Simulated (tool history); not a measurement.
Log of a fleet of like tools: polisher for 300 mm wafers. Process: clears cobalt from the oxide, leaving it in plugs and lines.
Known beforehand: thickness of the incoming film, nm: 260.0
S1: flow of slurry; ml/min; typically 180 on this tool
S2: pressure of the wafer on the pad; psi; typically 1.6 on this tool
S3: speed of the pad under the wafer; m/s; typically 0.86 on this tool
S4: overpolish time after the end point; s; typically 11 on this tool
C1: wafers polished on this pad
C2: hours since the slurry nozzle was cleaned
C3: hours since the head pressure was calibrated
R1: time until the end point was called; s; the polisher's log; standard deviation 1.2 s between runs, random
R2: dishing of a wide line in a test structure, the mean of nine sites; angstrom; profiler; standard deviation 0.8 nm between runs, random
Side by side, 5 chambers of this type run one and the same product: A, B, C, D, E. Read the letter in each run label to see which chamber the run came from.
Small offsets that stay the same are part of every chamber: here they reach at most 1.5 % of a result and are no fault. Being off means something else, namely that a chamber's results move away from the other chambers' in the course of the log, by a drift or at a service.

run   hour   S1   S2    S3  S4    C1     C2      C3      R1      R2
       7.1  -- chamber A: worn pad replaced by a new one
 1B   14.7  180  1.6  0.86  11   929  212.5   513.8  63.781   305.3
 2C   24.1  180  1.6  0.86  11   311  480.6     894  66.244  333.62
 3E   32.4  180  1.6  0.86  11   816  153.5   402.3  65.099  303.12
 4D   43.3  180  1.6  0.86  11   590  143.5    75.5  63.811   311.9
 5A   53.2  180  1.6  0.86  11   291  228.1  1056.8  63.084  322.21
      55.3  -- chamber D: worn pad replaced by a new one
 6D   63.3  180  1.6  0.86  11    51  163.5    95.5  63.358  315.54
 7A   70.6  180  1.8  0.86  11   401  245.5  1074.2   57.37  347.19
      73.8  -- chamber C: worn pad replaced by a new one
 8C   82.3  180  1.8  0.86  11    54  538.8   952.2  56.785  355.59
 9B   97.1  180  1.8  0.86  11  1450  294.9   596.2  59.039  339.33
10E  106.5  180  1.8  0.86  11  1284  227.6   476.4  59.014  339.03
     115.4  -- chamber A: head pressure recalibrated
11A  116.1  180  1.8  0.86  11   688    291     0.7  57.365  345.33
12B  125.4  180  1.6  0.86   8  1628  323.2   624.5  65.142  257.41
13D  134.8  180  1.6  0.86   8   502    235     167  64.113  257.12
     137.7  -- chamber A: worn pad replaced by a new one
       139  -- chamber E: slurry nozzle cleaned
     142.6  -- chamber B: head pressure recalibrated
14C  142.6  180  1.6  0.86   8   434  599.1  1012.5    64.9  256.08
     152.1  -- chamber E: worn pad replaced by a new one
15E  154.8  180  1.6  0.86   8    17   15.9   524.7  62.471  251.14
16D    162  180  1.6  0.86   8   674  262.2   194.2  63.718  252.55
17B  171.8  180  1.6  0.86  11  1921  369.6    29.2  66.311  318.26
     173.2  -- chamber C: worn pad replaced by a new one
     182.5  -- chamber D: worn pad replaced by a new one
18A    187  180  1.6  0.86  11   311  361.9    71.6  61.151  328.75
19E  196.8  180  1.6  0.86  11   282   57.9   566.7  64.834  314.71
20C  208.3  180  1.6  0.86  11   222  664.8  1078.2  66.222  329.62
21C  222.9  180  1.6  0.86  11   314  679.4  1092.8  64.405  318.45
22E  234.3  180  1.6  0.86  11   519   95.4   604.2  62.478  303.75
23D  242.9  180  1.6  0.86  11   381  343.1   275.1  63.403  324.36
     246.4  -- chamber A: worn pad replaced by a new one
24A  250.3  180  1.6  0.86  11    25  425.2   134.9  63.011  312.15
25B  257.3  180  1.6  0.86  11  2461  455.1   114.7  69.124  311.74
     269.9  -- chamber C: worn pad replaced by a new one
26D  273.3  180  1.6  0.86  11   573  373.5   305.5  63.587  316.43
27B  286.3  180  1.6  0.86  11  2644  484.1   143.7  69.847  306.52
28C  301.2  180  1.6  0.86  11   197  757.7  1171.1  65.996  326.29
     306.1  -- chamber D: worn pad replaced by a new one
29E    313  180  1.6  0.86  11  1016  174.1   682.9  64.548  308.89
30A  327.9  180  1.6  0.86  11   514  502.8   212.5  62.002  317.45
31B  343.4  180  1.6  0.86  11  3004  541.2   200.8  69.068  303.28
32E  353.8  180  1.6  0.86  17  1273  214.9   723.7  65.023  423.77
33A  364.5  180  1.6  0.86  17   745  539.4   249.1  62.073  446.24
       370  -- chamber A: worn pad replaced by a new one
34C  372.5  180  1.6  0.86  17   647    829  1242.4   63.74   423.1
     375.3  -- chamber A: slurry nozzle cleaned
     387.2  -- chamber D: head pressure recalibrated
     387.8  -- chamber C: worn pad replaced by a new one
35D  388.4  180  1.6  0.86  17   520  488.6     1.2  66.086   420.3
     398.9  -- chamber E: worn pad replaced by a new one
36B  400.4  180  1.6  0.86  17  3364  598.2   257.8  72.089  405.18
37C  412.7  180  1.6  0.86  11   157  869.2  1282.6  65.764  312.63
       413  -- chamber E: slurry nozzle cleaned
38A  427.6  180  1.6  0.68  11   363   52.3   312.2  79.515  275.95
     431.9  -- chamber D: worn pad replaced by a new one
39E  437.5  180  1.6  0.68  11   243   24.5   807.4  81.623  264.91
40D  446.3  180  1.6  0.68  11    91  546.5    59.1  80.568  272.44
41D  459.7  180  1.6  0.68  11   175  559.9    72.5  79.301  268.66
42B  473.6  180  1.6  0.68  11  3826  671.4     331  92.103  244.43
43E    482  180  1.6  0.86  11   524     69   851.9  63.333  302.21

One chamber off, gauge drift, or nothing amiss beyond the chambers' own small offsets? If it is a chamber, which one, and what is the likeliest cause?

Little by little, chamber B moves away from the other chambers.
What lies behind it: removal rate lost through wear of the pad, % = 12.

Here are 4 candidates for chamber B's next run, each the usual settings with a change, their results left as question marks. Which one brings its results back in line with what the others give on the usual settings?
Counts as in line when no further than this from what the other chambers average on the usual settings: R1 4.4 s; R2 28 angstrom
44B-1  493.6  180  1.5   0.8  11               ?   ?
44B-2  493.6  180  1.7  0.92  11               ?   ?
44B-3  493.6  175  1.4  0.76  11               ?   ?
44B-4  493.6  185  1.8  0.96  11               ?   ?

The mean the other chambers reach with the usual settings: R1 64.262 s; R2 319.38 angstrom
  run      R1      R2
44B-1  83.175  268.61
44B-2  63.866  324.87
44B-3  94.132  244.34
44B-4  57.604  348.19
44B-2 is the one that brings the chamber's results back in line with the other chambers.

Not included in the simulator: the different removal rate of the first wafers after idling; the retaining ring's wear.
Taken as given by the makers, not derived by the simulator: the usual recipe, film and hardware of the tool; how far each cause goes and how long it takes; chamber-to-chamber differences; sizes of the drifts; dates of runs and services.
